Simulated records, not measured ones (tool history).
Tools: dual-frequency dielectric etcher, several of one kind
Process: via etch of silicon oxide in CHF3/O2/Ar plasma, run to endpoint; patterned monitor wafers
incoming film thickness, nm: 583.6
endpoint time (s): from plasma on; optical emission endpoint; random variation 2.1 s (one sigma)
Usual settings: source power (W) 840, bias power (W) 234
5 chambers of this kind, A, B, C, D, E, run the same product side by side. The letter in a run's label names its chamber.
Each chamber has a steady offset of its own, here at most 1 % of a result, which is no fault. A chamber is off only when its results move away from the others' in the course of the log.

run 1A day=0.488 | source_power_(W)=840 bias_power_(W)=234 | endpoint_time_(s)=239.44
run 2E day=0.754 | source_power_(W)=840 bias_power_(W)=234 | endpoint_time_(s)=232.69
run 3B day=1.092 | source_power_(W)=840 bias_power_(W)=234 | endpoint_time_(s)=236.29
run 4C day=1.454 | source_power_(W)=840 bias_power_(W)=234 | endpoint_time_(s)=237.31
run 5D day=1.800 | source_power_(W)=840 bias_power_(W)=234 | endpoint_time_(s)=232.79
-- day=1.858 chamber A: wet clean of the chamber
run 6B day=2.296 | source_power_(W)=840 bias_power_(W)=234 | endpoint_time_(s)=237.29
run 7D day=2.708 | source_power_(W)=840 bias_power_(W)=207 | endpoint_time_(s)=244.35
run 8C day=3.075 | source_power_(W)=840 bias_power_(W)=207 | endpoint_time_(s)=249.20
run 9E day=3.638 | source_power_(W)=840 bias_power_(W)=207 | endpoint_time_(s)=250.78
run 10A day=4.146 | source_power_(W)=840 bias_power_(W)=207 | endpoint_time_(s)=249.47
run 11C day=4.508 | source_power_(W)=840 bias_power_(W)=207 | endpoint_time_(s)=246.12
run 12B day=4.838 | source_power_(W)=840 bias_power_(W)=234 | endpoint_time_(s)=233.72
run 13A day=5.142 | source_power_(W)=840 bias_power_(W)=234 | endpoint_time_(s)=234.23
run 14E day=5.467 | source_power_(W)=840 bias_power_(W)=234 | endpoint_time_(s)=236.80
run 15D day=6.038 | source_power_(W)=840 bias_power_(W)=234 | endpoint_time_(s)=232.41
-- day=6.175 chamber C: wet clean of the chamber
run 16C day=6.517 | source_power_(W)=840 bias_power_(W)=234 | endpoint_time_(s)=240.40
run 17A day=7.050 | source_power_(W)=840 bias_power_(W)=234 | endpoint_time_(s)=237.14
run 18E day=7.346 | source_power_(W)=840 bias_power_(W)=234 | endpoint_time_(s)=235.45
run 19B day=7.688 | source_power_(W)=840 bias_power_(W)=234 | endpoint_time_(s)=236.92
run 20D day=8.125 | source_power_(W)=840 bias_power_(W)=234 | endpoint_time_(s)=235.25
run 21D day=8.438 | source_power_(W)=760 bias_power_(W)=234 | endpoint_time_(s)=243.94
run 22B day=8.792 | source_power_(W)=760 bias_power_(W)=234 | endpoint_time_(s)=247.55
run 23E day=9.150 | source_power_(W)=760 bias_power_(W)=234 | endpoint_time_(s)=247.65
run 24C day=9.417 | source_power_(W)=760 bias_power_(W)=234 | endpoint_time_(s)=246.85
run 25A day=9.979 | source_power_(W)=760 bias_power_(W)=234 | endpoint_time_(s)=249.67
run 26C day=10.496 | source_power_(W)=840 bias_power_(W)=234 | endpoint_time_(s)=231.88
-- day=10.825 chamber B: wet clean of the chamber
run 27D day=10.917 | source_power_(W)=840 bias_power_(W)=234 | endpoint_time_(s)=235.46
run 28A day=11.467 | source_power_(W)=840 bias_power_(W)=234 | endpoint_time_(s)=241.02
run 29B day=11.896 | source_power_(W)=840 bias_power_(W)=234 | endpoint_time_(s)=236.61
run 30E day=12.200 | source_power_(W)=640 bias_power_(W)=195 | endpoint_time_(s)=276.50
run 31B day=12.533 | source_power_(W)=640 bias_power_(W)=195 | endpoint_time_(s)=273.60
run 32C day=12.871 | source_power_(W)=640 bias_power_(W)=195 | endpoint_time_(s)=280.81
run 33A day=13.300 | source_power_(W)=640 bias_power_(W)=195 | endpoint_time_(s)=283.66
run 34D day=13.604 | source_power_(W)=640 bias_power_(W)=195 | endpoint_time_(s)=279.31
run 35E day=14.150 | source_power_(W)=840 bias_power_(W)=234 | endpoint_time_(s)=236.61

All 5 chambers run these settings next. Forecast each chamber's results:
run 36A day=14.567 | source_power_(W)=940 bias_power_(W)=234 | endpoint_time_(s)=?
run 36B day=14.567 | source_power_(W)=940 bias_power_(W)=234 | endpoint_time_(s)=?
run 36C day=14.567 | source_power_(W)=940 bias_power_(W)=234 | endpoint_time_(s)=?
run 36D day=14.567 | source_power_(W)=940 bias_power_(W)=234 | endpoint_time_(s)=?
run 36E day=14.567 | source_power_(W)=940 bias_power_(W)=234 | endpoint_time_(s)=?

run=36A endpoint_time_(s)=230.37
run=36B endpoint_time_(s)=228.43
run=36C endpoint_time_(s)=225.21
run=36D endpoint_time_(s)=225.08
run=36E endpoint_time_(s)=229.22
